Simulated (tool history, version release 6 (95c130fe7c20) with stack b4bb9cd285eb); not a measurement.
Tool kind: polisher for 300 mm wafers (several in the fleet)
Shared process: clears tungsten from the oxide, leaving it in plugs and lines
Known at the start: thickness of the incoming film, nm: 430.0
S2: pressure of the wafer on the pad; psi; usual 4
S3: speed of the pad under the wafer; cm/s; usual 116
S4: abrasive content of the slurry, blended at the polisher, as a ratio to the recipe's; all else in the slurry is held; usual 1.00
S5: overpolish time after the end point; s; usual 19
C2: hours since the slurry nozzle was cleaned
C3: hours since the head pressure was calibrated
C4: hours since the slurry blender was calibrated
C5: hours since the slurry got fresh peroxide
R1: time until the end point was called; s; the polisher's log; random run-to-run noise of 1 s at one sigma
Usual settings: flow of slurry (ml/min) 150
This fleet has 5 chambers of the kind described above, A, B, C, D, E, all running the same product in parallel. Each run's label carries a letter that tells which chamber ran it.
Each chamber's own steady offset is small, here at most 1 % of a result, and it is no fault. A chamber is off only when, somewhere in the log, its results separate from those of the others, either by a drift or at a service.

At hour 9.7: chamber B: slurry tank refilled with fresh slurry and peroxide.
Run 1A, hour 11.1: usual settings; wafers polished on this pad 444; C2 342.2; C3 688.9; C4 90.7; C5 89.9. Result: R1 81.453 s.
Run 2B, hour 17.9: usual settings; wafers polished on this pad 156; C2 381.4; C3 512.6; C4 98.6; C5 8.2. Result: R1 80.831 s.
At hour 27.1: chamber A: slurry blender recalibrated.
Run 3E, hour 30.2: usual settings; wafers polished on this pad 1084; C2 452.9; C3 775.1; C4 349.5; C5 64.1. Result: R1 79.090 s.
Run 4C, hour 40.3: usual settings; wafers polished on this pad 1020; C2 809.9; C3 238.7; C4 98.2; C5 46.0. Result: R1 79.427 s.
At hour 44.6: chamber E: slurry tank refilled with fresh slurry and peroxide.
Run 5D, hour 51.5: usual settings; wafers polished on this pad 892; C2 279.1; C3 418.7; C4 71.1; C5 146.7. Result: R1 80.693 s.
At hour 51.9: chamber D: slurry tank refilled with fresh slurry and peroxide.
At hour 53.7: chamber C: worn pad replaced by a new one.
At hour 57.2: chamber E: worn pad replaced by a new one.
At hour 59.1: chamber C: slurry nozzle cleaned.
Run 6C, hour 60.7: usual settings but flow of slurry (ml/min) 170; wafers polished on this pad 53; C2 1.6; C3 259.1; C4 118.6; C5 66.4. Result: R1 78.706 s.
Run 7D, hour 73.4: usual settings but flow of slurry (ml/min) 170; wafers polished on this pad 1058; C2 301.0; C3 440.6; C4 93.0; C5 21.5. Result: R1 76.323 s.
At hour 79.5: chamber E: slurry blender recalibrated.
Run 8E, hour 81.1: usual settings but flow of slurry (ml/min) 170; wafers polished on this pad 182; C2 503.8; C3 826.0; C4 1.6; C5 36.6. Result: R1 78.082 s.
At hour 87.8: chamber B: worn pad replaced by a new one.
Run 9B, hour 91.3: usual settings but flow of slurry (ml/min) 170; wafers polished on this pad 27; C2 454.8; C3 586.0; C4 172.0; C5 81.6. Result: R1 77.404 s.
Run 10A, hour 101.3: usual settings but flow of slurry (ml/min) 170; wafers polished on this pad 1130; C2 432.4; C3 779.1; C4 74.2; C5 180.1. Result: R1 79.939 s.
At hour 109.0: chamber A: worn pad replaced by a new one.
Run 11D, hour 110.4: usual settings; wafers polished on this pad 1340; C2 338.0; C3 477.6; C4 130.0; C5 58.5. Result: R1 80.562 s.
At hour 116.3: chamber C: slurry tank refilled with fresh slurry and peroxide.
At hour 118.9: chamber D: worn pad replaced by a new one.
Run 12C, hour 122.9: usual settings; wafers polished on this pad 526; C2 63.8; C3 321.3; C4 180.8; C5 6.7. Result: R1 81.356 s.
At hour 123.7: chamber E: slurry tank refilled with fresh slurry and peroxide.
Run 13B, hour 134.8: usual settings; wafers polished on this pad 357; C2 498.3; C3 629.5; C4 215.5; C5 125.1. Result: R1 82.312 s.
At hour 137.1: chamber B: slurry tank refilled with fresh slurry and peroxide.
Run 14A, hour 141.6: usual settings; wafers polished on this pad 248; C2 472.7; C3 819.4; C4 114.5; C5 220.4. Result: R1 80.882 s.
At hour 146.9: chamber A: slurry blender recalibrated.
Run 15E, hour 149.6: usual settings; wafers polished on this pad 702; C2 572.3; C3 894.5; C4 70.1; C5 26.0. Result: R1 82.394 s.
At hour 155.5: chamber C: slurry blender recalibrated.
At hour 158.6: chamber B: slurry nozzle cleaned.
Run 16A, hour 159.6: usual settings; wafers polished on this pad 384; C2 490.7; C3 837.4; C4 12.7; C5 238.4. Result: R1 80.354 s.
At hour 161.1: chamber D: slurry blender recalibrated.
Run 17D, hour 169.6: usual settings; wafers polished on this pad 385; C2 397.2; C3 536.8; C4 8.5; C5 117.7. Result: R1 82.174 s.
At hour 175.5: chamber B: worn pad replaced by a new one.
Run 18B, hour 181.7: usual settings but S4 1.25; wafers polished on this pad 47; C2 23.2; C3 676.4; C4 262.4; C5 44.7. Result: R1 76.996 s.
At hour 185.4: chamber B: head pressure recalibrated.
Run 19C, hour 189.0: usual settings but S4 1.25; wafers polished on this pad 1028; C2 129.9; C3 387.4; C4 33.5; C5 72.8. Result: R1 76.715 s.
At hour 193.8: chamber D: slurry tank refilled with fresh slurry and peroxide.
Run 20E, hour 196.1: usual settings but S4 1.25; wafers polished on this pad 1055; C2 618.8; C3 941.0; C4 116.6; C5 72.5. Result: R1 76.828 s.
Run 21E, hour 203.6: usual settings but S4 1.25; wafers polished on this pad 1112; C2 626.3; C3 948.5; C4 124.1; C5 80.0. Result: R1 76.204 s.
At hour 205.4: chamber E: slurry tank refilled with fresh slurry and peroxide.
At hour 212.8: chamber C: worn pad replaced by a new one.
At hour 213.1: chamber B: slurry blender recalibrated.
At hour 214.4: chamber D: slurry nozzle cleaned.
Run 22B, hour 216.2: usual settings but S4 1.25; wafers polished on this pad 309; C2 57.7; C3 30.9; C4 3.1; C5 79.2. Result: R1 75.841 s.
Run 23A, hour 223.0: usual settings; wafers polished on this pad 866; C2 554.1; C3 900.8; C4 76.1; C5 301.8. Result: R1 84.997 s.
At hour 223.6: chamber E: worn pad replaced by a new one.
At hour 226.6: chamber C: head pressure recalibrated.
Run 24C, hour 234.7: usual settings; wafers polished on this pad 166; C2 175.6; C3 8.1; C4 79.2; C5 118.5. Result: R1 81.111 s.
At hour 243.4: chamber B: slurry tank refilled with fresh slurry and peroxide.
Run 25D, hour 243.8: usual settings; wafers polished on this pad 949; C2 29.4; C3 611.0; C4 82.7; C5 50.1. Result: R1 79.673 s.
At hour 245.8: chamber C: slurry tank refilled with fresh slurry and peroxide.
Run 26E, hour 256.0: usual settings; wafers polished on this pad 246; C2 678.7; C3 1000.9; C4 176.5; C5 50.6. Result: R1 80.771 s.
At hour 261.3: chamber A: slurry blender recalibrated.
Run 27C, hour 266.8: usual settings; wafers polished on this pad 410; C2 207.7; C3 40.2; C4 111.3; C5 21.0. Result: R1 79.777 s.
At hour 271.6: chamber B: worn pad replaced by a new one.
Run 28A, hour 277.3: usual settings; wafers polished on this pad 1278; C2 608.4; C3 955.1; C4 16.1; C5 356.1. Result: R1 85.142 s.
At hour 280.1: chamber A: head pressure recalibrated.
Run 29B, hour 285.2: usual settings; wafers polished on this pad 103; C2 126.7; C3 99.9; C4 72.1; C5 41.8. Result: R1 81.253 s.
At hour 285.5: chamber A: worn pad replaced by a new one.
At hour 289.2: chamber E: slurry tank refilled with fresh slurry and peroxide.
At hour 290.7: chamber E: head pressure recalibrated.
Run 30D, hour 292.0: usual settings; wafers polished on this pad 1315; C2 77.6; C3 659.2; C4 130.9; C5 98.3. Result: R1 80.757 s.
At hour 297.0: chamber D: worn pad replaced by a new one.
Run 31E, hour 298.6: usual settings; wafers polished on this pad 570; C2 721.3; C3 7.9; C4 219.1; C5 9.4. Result: R1 82.061 s.
Run 32D, hour 307.3: usual settings; wafers polished on this pad 78; C2 92.9; C3 674.5; C4 146.2; C5 113.6. Result: R1 79.578 s.
Run 33A, hour 313.9: usual settings; wafers polished on this pad 215; C2 645.0; C3 33.9; C4 52.7; C5 392.7. Result: R1 85.908 s.
Run 34B, hour 326.1: usual settings; wafers polished on this pad 414; C2 167.6; C3 140.8; C4 113.0; C5 82.7. Result: R1 80.979 s.
At hour 331.8: chamber D: slurry tank refilled with fresh slurry and peroxide.
Run 35C, hour 334.2: usual settings; wafers polished on this pad 922; C2 275.1; C3 107.6; C4 178.7; C5 88.4. Result: R1 81.318 s.
Run 36A, hour 345.6: usual settings; wafers polished on this pad 456; C2 676.7; C3 65.6; C4 84.4; C5 424.4. Result: R1 86.996 s.
Run 37D, hour 357.2: usual settings; wafers polished on this pad 457; C2 142.8; C3 724.4; C4 196.1; C5 25.5. Result: R1 80.321 s.
At hour 359.9: chamber E: slurry tank refilled with fresh slurry and peroxide.
Run 38E, hour 367.3: usual settings; wafers polished on this pad 1091; C2 790.0; C3 76.6; C4 287.8; C5 7.5. Result: R1 82.191 s.

Each of the 5 chambers runs these same settings next. Fill in every chamber's results:
Run 39A, hour 376.4: usual settings but S4 0.70. Result: R1 ?.
Run 39B, hour 376.4: usual settings but S4 0.70. Result: R1 ?.
Run 39C, hour 376.4: usual settings but S4 0.70. Result: R1 ?.
Run 39D, hour 376.4: usual settings but S4 0.70. Result: R1 ?.
Run 39E, hour 376.4: usual settings but S4 0.70. Result: R1 ?.

run      R1
39A  93.916
39B  87.681
39C  89.123
39D  86.722
39E  87.968
